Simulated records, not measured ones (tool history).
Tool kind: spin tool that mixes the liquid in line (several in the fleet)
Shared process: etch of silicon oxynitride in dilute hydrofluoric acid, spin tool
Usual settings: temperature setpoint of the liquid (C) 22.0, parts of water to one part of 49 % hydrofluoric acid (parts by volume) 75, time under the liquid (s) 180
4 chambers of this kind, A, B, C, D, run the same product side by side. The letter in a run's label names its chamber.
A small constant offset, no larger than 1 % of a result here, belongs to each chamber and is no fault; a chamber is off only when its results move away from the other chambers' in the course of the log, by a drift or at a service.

| run | hour | temperature setpoint of the liquid (C) | parts of water to one part of 49 % hydrofluoric acid (parts by volume) | time under the liquid (s) | hours since the thermometer was replaced | hours since the hydrofluoric acid flow meter was replaced | read-back film thickness of the silicon oxynitride reference wafer, read on the same gauge (nm) | thickness taken off the silicon oxynitride on a monitor wafer (nm) |
|---|---|---|---|---|---|---|---|---|
| 1D | 7.8 | 22.0 | 75 | 180 | 194.1 | 198.6 | 59.995 | 4.4281 |
| 2A | 17.7 | 22.0 | 75 | 180 | 1242.9 | 948.8 | 60.007 | 4.4077 |
| 3B | 23.4 | 22.0 | 75 | 180 | 1372.2 | 210.9 | 60.007 | 4.3399 |
| 4C | 30.4 | 22.0 | 75 | 180 | 1168.9 | 563.9 | 60.012 | 4.3578 |
| 5B | 38.0 | 22.0 | 75 | 180 | 1386.8 | 225.5 | 60.009 | 4.4562 |
|  | 39.4 | chamber A: hydrofluoric acid flow meter replaced |
| 6C | 46.5 | 22.0 | 75 | 180 | 1185.0 | 580.0 | 59.992 | 4.4374 |
| 7D | 51.1 | 22.0 | 75 | 180 | 237.4 | 241.9 | 59.998 | 4.4255 |
| 8A | 56.2 | 22.0 | 75 | 180 | 1281.4 | 16.9 | 59.987 | 4.3377 |
| 9A | 61.0 | 22.0 | 75 | 180 | 1286.2 | 21.7 | 59.992 | 4.3450 |
| 10D | 67.6 | 22.0 | 75 | 180 | 253.9 | 258.4 | 59.996 | 4.4567 |
| 11B | 75.9 | 22.0 | 75 | 180 | 1424.7 | 263.4 | 60.018 | 4.3461 |
| 12C | 80.4 | 22.0 | 75 | 180 | 1218.9 | 613.9 | 60.001 | 4.4620 |
| 13C | 89.1 | 22.0 | 100 | 245 | 1227.6 | 622.6 | 59.996 | 4.5021 |
| 14D | 95.5 | 22.0 | 100 | 245 | 281.8 | 286.3 | 59.994 | 4.4147 |
| 15A | 102.5 | 22.0 | 100 | 245 | 1327.7 | 63.2 | 59.996 | 4.2959 |
| 16B | 108.0 | 22.0 | 100 | 245 | 1456.8 | 295.5 | 60.003 | 4.3857 |
| 17B | 113.7 | 22.0 | 75 | 180 | 1462.5 | 301.2 | 60.027 | 4.3300 |
|  | 117.6 | chamber C: thermometer replaced |
| 18A | 118.3 | 22.0 | 75 | 180 | 1343.5 | 79.0 | 59.994 | 4.2465 |
| 19D | 123.4 | 22.0 | 75 | 180 | 309.7 | 314.2 | 60.001 | 4.4409 |
| 20C | 128.7 | 22.0 | 75 | 180 | 11.1 | 662.2 | 59.997 | 4.4598 |
| 21B | 137.2 | 22.0 | 75 | 180 | 1486.0 | 324.7 | 59.988 | 4.4216 |
| 22D | 143.0 | 22.0 | 75 | 180 | 329.3 | 333.8 | 59.992 | 4.3952 |
| 23A | 148.1 | 22.0 | 75 | 180 | 1373.3 | 108.8 | 60.001 | 4.2382 |
| 24C | 158.2 | 22.0 | 75 | 180 | 40.6 | 691.7 | 60.012 | 4.4067 |
| 25B | 162.7 | 22.0 | 75 | 180 | 1511.5 | 350.2 | 59.990 | 4.4426 |
| 26C | 168.8 | 22.0 | 75 | 180 | 51.2 | 702.3 | 59.998 | 4.3786 |
| 27A | 178.9 | 22.0 | 75 | 180 | 1404.1 | 139.6 | 59.998 | 4.1293 |
| 28D | 189.0 | 22.0 | 75 | 180 | 375.3 | 379.8 | 59.993 | 4.4125 |
| 29C | 195.5 | 22.0 | 75 | 180 | 77.9 | 729.0 | 59.987 | 4.3714 |
| 30D | 201.3 | 22.0 | 75 | 180 | 387.6 | 392.1 | 60.008 | 4.4330 |
| 31B | 210.6 | 22.0 | 75 | 180 | 1559.4 | 398.1 | 59.995 | 4.3418 |
| 32A | 215.3 | 22.0 | 75 | 180 | 1440.5 | 176.0 | 60.021 | 4.0298 |
| 33B | 223.1 | 22.0 | 75 | 180 | 1571.9 | 410.6 | 60.000 | 4.3929 |
| 34C | 231.3 | 22.0 | 75 | 180 | 113.7 | 764.8 | 59.980 | 4.3787 |
| 35D | 236.1 | 22.0 | 75 | 90 | 422.4 | 426.9 | 59.997 | 2.1879 |
| 36A | 240.9 | 22.0 | 75 | 90 | 1466.1 | 201.6 | 60.018 | 2.0120 |

Decide between three cases: one chamber stands off from its peers, the gauge reading all wafers drifts, or nothing is wrong past each chamber's small offset. Where a chamber is off, say which and what most likely put it there.

One chamber, A, drifts off from the rest bit by bit.
Cause: liquid colder than its thermometer reads (K) = 2.07.
The log may not separate it from: hydrofluoric acid flow below the setpoint (%).

Which of the 4 candidates below, each the usual settings with something changed and its results left as question marks, puts chamber A back in line with what the other chambers give on the usual settings?
In line here means within this much of the mean the other chambers give on the usual settings: thickness taken off the silicon oxynitride on a monitor wafer (nm) 0.1300
| 37A-1 | 248.2 | 22.0 | 75 | 210 |  |  |  | ? |
| 37A-2 | 248.2 | 22.0 | 75 | 165 |  |  |  | ? |
| 37A-3 | 248.2 | 19.0 | 75 | 180 |  |  |  | ? |
| 37A-4 | 248.2 | 22.5 | 70 | 180 |  |  |  | ? |

Usual-settings mean across the other chambers: thickness taken off the silicon oxynitride on a monitor wafer (nm) 4.4053
| run | thickness taken off the silicon oxynitride on a monitor wafer (nm) |
|---|---|
| 37A-1 | 4.6683 |
| 37A-2 | 3.6679 |
| 37A-3 | 3.4346 |
| 37A-4 | 4.4165 |
The answer is 37A-4, which returns the chamber to within the allowed miss of the others.
